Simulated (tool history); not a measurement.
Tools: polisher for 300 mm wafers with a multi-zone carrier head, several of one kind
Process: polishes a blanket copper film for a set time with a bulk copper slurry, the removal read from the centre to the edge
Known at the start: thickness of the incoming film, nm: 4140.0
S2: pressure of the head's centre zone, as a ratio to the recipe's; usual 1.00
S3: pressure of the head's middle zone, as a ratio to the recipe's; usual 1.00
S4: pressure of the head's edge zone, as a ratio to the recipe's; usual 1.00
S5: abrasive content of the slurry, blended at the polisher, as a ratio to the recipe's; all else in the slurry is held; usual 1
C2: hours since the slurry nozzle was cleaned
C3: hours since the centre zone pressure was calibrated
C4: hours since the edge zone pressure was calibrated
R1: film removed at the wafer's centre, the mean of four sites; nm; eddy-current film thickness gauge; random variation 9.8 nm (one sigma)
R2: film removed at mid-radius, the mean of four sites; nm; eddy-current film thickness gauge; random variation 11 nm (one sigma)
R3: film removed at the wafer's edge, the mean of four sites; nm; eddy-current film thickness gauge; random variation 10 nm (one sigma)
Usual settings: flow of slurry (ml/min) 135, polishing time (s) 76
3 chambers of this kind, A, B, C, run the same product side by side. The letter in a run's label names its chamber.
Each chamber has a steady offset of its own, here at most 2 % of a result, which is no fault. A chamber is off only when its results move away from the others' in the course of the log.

{"run": "1B", "hour": 8.4, "flow of slurry (ml/min)": 135, "S2": 1.0, "S3": 1.0, "S4": 1.0, "S5": 1, "polishing time (s)": 76, "wafers polished on this pad": 314, "C2": 193.1, "C3": 382.1, "C4": 502.6, "R1": 798.54, "R2": 770.41, "R3": 773.21}
{"run": "2C", "hour": 16.3, "flow of slurry (ml/min)": 135, "S2": 1.0, "S3": 1.0, "S4": 1.0, "S5": 1, "polishing time (s)": 76, "wafers polished on this pad": 1179, "C2": 403.1, "C3": 234.6, "C4": 406.9, "R1": 797.89, "R2": 787.54, "R3": 795.1}
{"run": "3A", "hour": 28.7, "flow of slurry (ml/min)": 135, "S2": 1.0, "S3": 1.0, "S4": 1.0, "S5": 1, "polishing time (s)": 76, "wafers polished on this pad": 1461, "C2": 57.1, "C3": 245.6, "C4": 419.5, "R1": 788.49, "R2": 759.34, "R3": 786.45}
{"hour": 35.9, "done": "chamber C: worn pad replaced by a new one"}
{"run": "4A", "hour": 41.5, "flow of slurry (ml/min)": 135, "S2": 1.0, "S3": 1.0, "S4": 1.0, "S5": 1, "polishing time (s)": 76, "wafers polished on this pad": 1555, "C2": 69.9, "C3": 258.4, "C4": 432.3, "R1": 799.47, "R2": 779.05, "R3": 795.54}
{"run": "5C", "hour": 52.3, "flow of slurry (ml/min)": 135, "S2": 1.0, "S3": 1.0, "S4": 1.0, "S5": 1, "polishing time (s)": 76, "wafers polished on this pad": 120, "C2": 439.1, "C3": 270.6, "C4": 442.9, "R1": 766.59, "R2": 797.22, "R3": 801.46}
{"hour": 54.0, "done": "chamber A: worn pad replaced by a new one"}
{"run": "6B", "hour": 58.6, "flow of slurry (ml/min)": 135, "S2": 1.0, "S3": 1.0, "S4": 1.0, "S5": 1, "polishing time (s)": 76, "wafers polished on this pad": 682, "C2": 243.3, "C3": 432.3, "C4": 552.8, "R1": 767.71, "R2": 772.14, "R3": 773.52}
{"hour": 61.2, "done": "chamber B: worn pad replaced by a new one"}
{"run": "7A", "hour": 70.7, "flow of slurry (ml/min)": 135, "S2": 1.0, "S3": 1.0, "S4": 1.0, "S5": 1, "polishing time (s)": 76, "wafers polished on this pad": 122, "C2": 99.1, "C3": 287.6, "C4": 461.5, "R1": 797.77, "R2": 766.9, "R3": 782.43}
{"run": "8B", "hour": 81.3, "flow of slurry (ml/min)": 135, "S2": 1.0, "S3": 1.0, "S4": 1.0, "S5": 1, "polishing time (s)": 76, "wafers polished on this pad": 147, "C2": 266.0, "C3": 455.0, "C4": 575.5, "R1": 777.14, "R2": 794.29, "R3": 781.78}
{"hour": 85.4, "done": "chamber B: edge zone pressure recalibrated"}
{"hour": 87.6, "done": "chamber A: edge zone pressure recalibrated"}
{"run": "9C", "hour": 92.3, "flow of slurry (ml/min)": 135, "S2": 1.0, "S3": 1.0, "S4": 1.0, "S5": 1, "polishing time (s)": 76, "wafers polished on this pad": 413, "C2": 479.1, "C3": 310.6, "C4": 482.9, "R1": 780.63, "R2": 788.98, "R3": 775.72}
{"run": "10A", "hour": 105.0, "flow of slurry (ml/min)": 135, "S2": 1.0, "S3": 1.0, "S4": 1.0, "S5": 1, "polishing time (s)": 76, "wafers polished on this pad": 374, "C2": 133.4, "C3": 321.9, "C4": 17.5, "R1": 786.61, "R2": 754.52, "R3": 771.69}
{"run": "11B", "hour": 115.7, "flow of slurry (ml/min)": 135, "S2": 1.0, "S3": 1.0, "S4": 1.0, "S5": 1, "polishing time (s)": 76, "wafers polished on this pad": 399, "C2": 300.4, "C3": 489.4, "C4": 30.4, "R1": 780.43, "R2": 770.15, "R3": 798.03}
{"run": "12C", "hour": 123.7, "flow of slurry (ml/min)": 135, "S2": 1.0, "S3": 0.93, "S4": 1.08, "S5": 1, "polishing time (s)": 76, "wafers polished on this pad": 643, "C2": 510.5, "C3": 342.0, "C4": 514.3, "R1": 782.03, "R2": 738.7, "R3": 814.77}
{"hour": 125.8, "done": "chamber A: centre zone pressure recalibrated"}
{"run": "13C", "hour": 131.5, "flow of slurry (ml/min)": 135, "S2": 1.0, "S3": 0.93, "S4": 1.08, "S5": 1, "polishing time (s)": 76, "wafers polished on this pad": 701, "C2": 518.3, "C3": 349.8, "C4": 522.1, "R1": 776.92, "R2": 739.33, "R3": 828.62}
{"run": "14B", "hour": 144.2, "flow of slurry (ml/min)": 135, "S2": 1.0, "S3": 0.93, "S4": 1.08, "S5": 1, "polishing time (s)": 76, "wafers polished on this pad": 608, "C2": 328.9, "C3": 517.9, "C4": 58.9, "R1": 777.27, "R2": 740.22, "R3": 835.55}
{"run": "15A", "hour": 155.3, "flow of slurry (ml/min)": 135, "S2": 1.0, "S3": 1.0, "S4": 1.0, "S5": 1, "polishing time (s)": 76, "wafers polished on this pad": 743, "C2": 183.7, "C3": 29.6, "C4": 67.8, "R1": 801.47, "R2": 764.41, "R3": 776.0}
{"run": "16B", "hour": 167.4, "flow of slurry (ml/min)": 135, "S2": 1.0, "S3": 1.0, "S4": 1.0, "S5": 1, "polishing time (s)": 76, "wafers polished on this pad": 779, "C2": 352.1, "C3": 541.1, "C4": 82.1, "R1": 769.19, "R2": 802.32, "R3": 772.37}
{"run": "17C", "hour": 173.0, "flow of slurry (ml/min)": 135, "S2": 1.0, "S3": 1.0, "S4": 1.0, "S5": 1, "polishing time (s)": 76, "wafers polished on this pad": 1005, "C2": 559.8, "C3": 391.3, "C4": 563.6, "R1": 816.05, "R2": 794.0, "R3": 780.37}
{"run": "18A", "hour": 181.7, "flow of slurry (ml/min)": 135, "S2": 1.0, "S3": 1.0, "S4": 1.0, "S5": 1, "polishing time (s)": 76, "wafers polished on this pad": 936, "C2": 210.1, "C3": 56.0, "C4": 94.2, "R1": 776.16, "R2": 753.1, "R3": 769.75}
{"hour": 181.9, "done": "chamber B: worn pad replaced by a new one"}
{"hour": 188.0, "done": "chamber C: slurry nozzle cleaned"}
{"run": "19A", "hour": 188.2, "flow of slurry (ml/min)": 135, "S2": 1.0, "S3": 1.0, "S4": 1.0, "S5": 1, "polishing time (s)": 76, "wafers polished on this pad": 984, "C2": 216.6, "C3": 62.5, "C4": 100.7, "R1": 786.76, "R2": 761.25, "R3": 783.72}
{"hour": 196.7, "done": "chamber C: worn pad replaced by a new one"}
{"run": "20B", "hour": 198.7, "flow of slurry (ml/min)": 135, "S2": 1.0, "S3": 1.0, "S4": 1.0, "S5": 1, "polishing time (s)": 76, "wafers polished on this pad": 123, "C2": 383.4, "C3": 572.4, "C4": 113.4, "R1": 805.02, "R2": 795.23, "R3": 768.26}
{"hour": 200.1, "done": "chamber B: slurry nozzle cleaned"}
{"run": "21C", "hour": 208.2, "flow of slurry (ml/min)": 135, "S2": 1.0, "S3": 1.1, "S4": 1.0, "S5": 1, "polishing time (s)": 94, "wafers polished on this pad": 84, "C2": 20.2, "C3": 426.5, "C4": 598.8, "R1": 1035.0, "R2": 1074.6, "R3": 961.11}
{"run": "22C", "hour": 216.9, "flow of slurry (ml/min)": 135, "S2": 1.0, "S3": 1.1, "S4": 1.0, "S5": 1, "polishing time (s)": 94, "wafers polished on this pad": 148, "C2": 28.9, "C3": 435.2, "C4": 607.5, "R1": 1061.2, "R2": 1069.7, "R3": 972.16}
{"run": "23A", "hour": 223.3, "flow of slurry (ml/min)": 135, "S2": 1.0, "S3": 1.1, "S4": 1.0, "S5": 1, "polishing time (s)": 94, "wafers polished on this pad": 1241, "C2": 251.7, "C3": 97.6, "C4": 135.8, "R1": 963.42, "R2": 1015.2, "R3": 975.65}
{"run": "24B", "hour": 232.9, "flow of slurry (ml/min)": 135, "S2": 1.0, "S3": 1.0, "S4": 1.0, "S5": 1, "polishing time (s)": 76, "wafers polished on this pad": 374, "C2": 32.8, "C3": 606.6, "C4": 147.6, "R1": 789.7, "R2": 784.6, "R3": 761.75}
{"run": "25C", "hour": 239.0, "flow of slurry (ml/min)": 135, "S2": 1.0, "S3": 1.0, "S4": 1.0, "S5": 1, "polishing time (s)": 76, "wafers polished on this pad": 310, "C2": 51.0, "C3": 457.3, "C4": 629.6, "R1": 840.11, "R2": 784.98, "R3": 800.99}
{"run": "26B", "hour": 244.9, "flow of slurry (ml/min)": 135, "S2": 1.1, "S3": 1.06, "S4": 1.0, "S5": 1, "polishing time (s)": 76, "wafers polished on this pad": 462, "C2": 44.8, "C3": 618.6, "C4": 159.6, "R1": 882.8, "R2": 836.29, "R3": 783.15}

All 3 chambers run these settings next. Forecast each chamber's results:
{"run": "27A", "hour": 254.0, "flow of slurry (ml/min)": 135, "S2": 1.05, "S3": 1.0, "S4": 1.0, "S5": 1, "polishing time (s)": 76, "R1": "?", "R2": "?", "R3": "?"}
{"run": "27B", "hour": 254.0, "flow of slurry (ml/min)": 135, "S2": 1.05, "S3": 1.0, "S4": 1.0, "S5": 1, "polishing time (s)": 76, "R1": "?", "R2": "?", "R3": "?"}
{"run": "27C", "hour": 254.0, "flow of slurry (ml/min)": 135, "S2": 1.05, "S3": 1.0, "S4": 1.0, "S5": 1, "polishing time (s)": 76, "R1": "?", "R2": "?", "R3": "?"}

run=27A R1=819.19 R2=766.07 R3=795.17
run=27B R1=808.39 R2=785.79 R3=795.68
run=27C R1=897.02 R2=817.26 R3=780.15
